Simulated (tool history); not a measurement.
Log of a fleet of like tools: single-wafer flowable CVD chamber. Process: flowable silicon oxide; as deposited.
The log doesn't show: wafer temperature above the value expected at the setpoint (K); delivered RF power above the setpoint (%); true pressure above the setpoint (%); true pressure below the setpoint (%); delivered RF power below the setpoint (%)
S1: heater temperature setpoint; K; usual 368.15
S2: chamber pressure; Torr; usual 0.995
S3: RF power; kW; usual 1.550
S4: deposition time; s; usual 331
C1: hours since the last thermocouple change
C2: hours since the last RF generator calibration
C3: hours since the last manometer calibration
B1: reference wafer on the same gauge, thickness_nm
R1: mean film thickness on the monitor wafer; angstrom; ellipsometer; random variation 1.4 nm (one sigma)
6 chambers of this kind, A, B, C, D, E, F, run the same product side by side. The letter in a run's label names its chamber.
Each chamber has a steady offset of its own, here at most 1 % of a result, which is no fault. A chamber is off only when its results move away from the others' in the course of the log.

| run | hour | S1 | S2 | S3 | S4 | C1 | C2 | C3 | B1 | R1 |
|---|---|---|---|---|---|---|---|---|---|---|
| 1E | 4.2 | 368.15 | 0.995 | 1.550 | 331 | 339.6 | 1922.9 | 1093.1 | 251.80 | 2914.4 |
| 2B | 9.3 | 368.15 | 0.995 | 1.550 | 331 | 1016.9 | 558.1 | 941.7 | 252.26 | 2924.8 |
| 3A | 16.3 | 368.15 | 0.995 | 1.550 | 331 | 1603.7 | 188.6 | 613.6 | 251.95 | 2938.7 |
| 4F | 23.1 | 368.15 | 0.995 | 1.550 | 331 | 1944.0 | 467.1 | 2299.2 | 251.72 | 2906.1 |
| 5C | 29.6 | 368.15 | 0.995 | 1.550 | 331 | 1127.4 | 347.2 | 1753.4 | 251.94 | 2914.2 |
|  | 33.1 | chamber B: thermocouple changed; heater temperature recalibrated |
| 6D | 34.5 | 368.15 | 0.995 | 1.550 | 331 | 1273.3 | 1952.3 | 917.7 | 251.84 | 2918.2 |
|  | 36.3 | chamber F: thermocouple changed; heater temperature recalibrated |
| 7B | 38.4 | 368.15 | 0.995 | 1.550 | 331 | 5.4 | 587.2 | 970.8 | 252.02 | 2931.5 |
| 8A | 44.7 | 368.15 | 0.995 | 1.550 | 331 | 1632.1 | 217.0 | 642.0 | 251.75 | 2980.0 |
| 9C | 49.8 | 368.15 | 0.995 | 1.550 | 331 | 1147.6 | 367.4 | 1773.6 | 251.73 | 2931.0 |
| 10F | 57.1 | 368.15 | 0.995 | 1.550 | 331 | 20.8 | 501.1 | 2333.2 | 252.06 | 2914.9 |
| 11D | 60.5 | 368.15 | 0.995 | 1.550 | 331 | 1299.3 | 1978.3 | 943.7 | 252.52 | 2909.2 |
| 12E | 66.2 | 368.15 | 0.995 | 1.550 | 331 | 401.6 | 1984.9 | 1155.1 | 251.98 | 2909.4 |
| 13B | 70.0 | 368.15 | 0.995 | 1.550 | 331 | 37.0 | 618.8 | 1002.4 | 251.86 | 2918.7 |
| 14C | 76.5 | 368.15 | 0.995 | 1.550 | 331 | 1174.3 | 394.1 | 1800.3 | 252.29 | 2938.8 |
| 15E | 83.0 | 368.15 | 0.995 | 1.550 | 331 | 418.4 | 2001.7 | 1171.9 | 251.81 | 2890.6 |
| 16A | 89.4 | 368.15 | 0.995 | 1.550 | 331 | 1676.8 | 261.7 | 686.7 | 251.77 | 2957.4 |
| 17F | 96.7 | 368.15 | 0.995 | 1.550 | 331 | 60.4 | 540.7 | 2372.8 | 252.07 | 2923.6 |
| 18D | 100.9 | 368.15 | 0.995 | 1.550 | 331 | 1339.7 | 2018.7 | 984.1 | 251.79 | 2891.9 |
| 19E | 107.7 | 368.15 | 0.995 | 1.550 | 331 | 443.1 | 2026.4 | 1196.6 | 251.99 | 2885.8 |
| 20B | 113.4 | 368.15 | 0.995 | 1.550 | 331 | 80.4 | 662.2 | 1045.8 | 252.13 | 2932.9 |
| 21A | 119.7 | 368.15 | 0.995 | 1.550 | 331 | 1707.1 | 292.0 | 717.0 | 251.98 | 2937.4 |
|  | 121.7 | chamber F: capacitance manometer re-zeroed and calibrated |
| 22C | 126.6 | 368.15 | 0.995 | 1.550 | 331 | 1224.4 | 444.2 | 1850.4 | 252.25 | 2919.3 |
| 23F | 130.2 | 368.15 | 0.995 | 1.550 | 331 | 93.9 | 574.2 | 8.5 | 252.22 | 2904.3 |
| 24D | 137.1 | 368.15 | 0.995 | 1.550 | 331 | 1375.9 | 2054.9 | 1020.3 | 252.05 | 2895.2 |
| 25C | 141.1 | 368.15 | 0.995 | 1.550 | 331 | 1238.9 | 458.7 | 1864.9 | 251.92 | 2946.4 |
| 26B | 144.6 | 368.15 | 0.995 | 1.550 | 331 | 111.6 | 693.4 | 1077.0 | 251.74 | 2925.1 |
| 27F | 148.6 | 368.15 | 0.995 | 1.550 | 331 | 112.3 | 592.6 | 26.9 | 252.13 | 2912.2 |
| 28A | 154.8 | 355.15 | 0.995 | 1.550 | 331 | 1742.2 | 327.1 | 752.1 | 252.08 | 4494.7 |
| 29E | 158.3 | 355.15 | 0.995 | 1.550 | 331 | 493.7 | 2077.0 | 1247.2 | 252.26 | 4349.2 |
|  | 159.3 | chamber B: RF generator calibrated |
| 30D | 165.3 | 355.15 | 0.995 | 1.550 | 331 | 1404.1 | 2083.1 | 1048.5 | 251.99 | 4360.5 |
| 31D | 170.9 | 355.15 | 0.995 | 1.550 | 331 | 1409.7 | 2088.7 | 1054.1 | 252.16 | 4339.3 |
|  | 177.0 | chamber D: capacitance manometer re-zeroed and calibrated |
| 32F | 177.1 | 355.15 | 0.995 | 1.550 | 331 | 140.8 | 621.1 | 55.4 | 251.87 | 4372.9 |
| 33A | 182.5 | 355.15 | 0.995 | 1.550 | 331 | 1769.9 | 354.8 | 779.8 | 252.18 | 4447.9 |
| 34B | 187.1 | 368.15 | 0.995 | 1.550 | 331 | 154.1 | 27.9 | 1119.5 | 251.82 | 2900.9 |
| 35C | 190.8 | 368.15 | 0.995 | 1.550 | 331 | 1288.6 | 508.4 | 1914.6 | 251.87 | 2906.5 |
| 36E | 194.8 | 368.15 | 0.995 | 1.670 | 382 | 530.2 | 2113.5 | 1283.7 | 252.02 | 3435.1 |
| 37F | 199.0 | 368.15 | 0.995 | 1.670 | 382 | 162.7 | 643.0 | 77.3 | 252.51 | 3419.8 |
| 38E | 205.9 | 368.15 | 0.995 | 1.670 | 382 | 541.3 | 2124.6 | 1294.8 | 252.21 | 3418.6 |
| 39D | 211.8 | 368.15 | 0.995 | 1.670 | 382 | 1450.6 | 2129.6 | 34.9 | 252.26 | 3438.1 |
| 40C | 218.7 | 368.15 | 0.995 | 1.670 | 382 | 1316.5 | 536.3 | 1942.5 | 251.84 | 3438.9 |

Next, every chamber runs the same settings. What will each give?
| 41A | 224.0 | 368.15 | 0.838 | 1.550 | 331 |  |  |  |  | ? |
| 41B | 224.0 | 368.15 | 0.838 | 1.550 | 331 |  |  |  |  | ? |
| 41C | 224.0 | 368.15 | 0.838 | 1.550 | 331 |  |  |  |  | ? |
| 41D | 224.0 | 368.15 | 0.838 | 1.550 | 331 |  |  |  |  | ? |
| 41E | 224.0 | 368.15 | 0.838 | 1.550 | 331 |  |  |  |  | ? |
| 41F | 224.0 | 368.15 | 0.838 | 1.550 | 331 |  |  |  |  | ? |

| run | R1 |
|---|---|
| 41A | 2387.3 |
| 41B | 2350.5 |
| 41C | 2350.1 |
| 41D | 2342.6 |
| 41E | 2350.4 |
| 41F | 2362.4 |
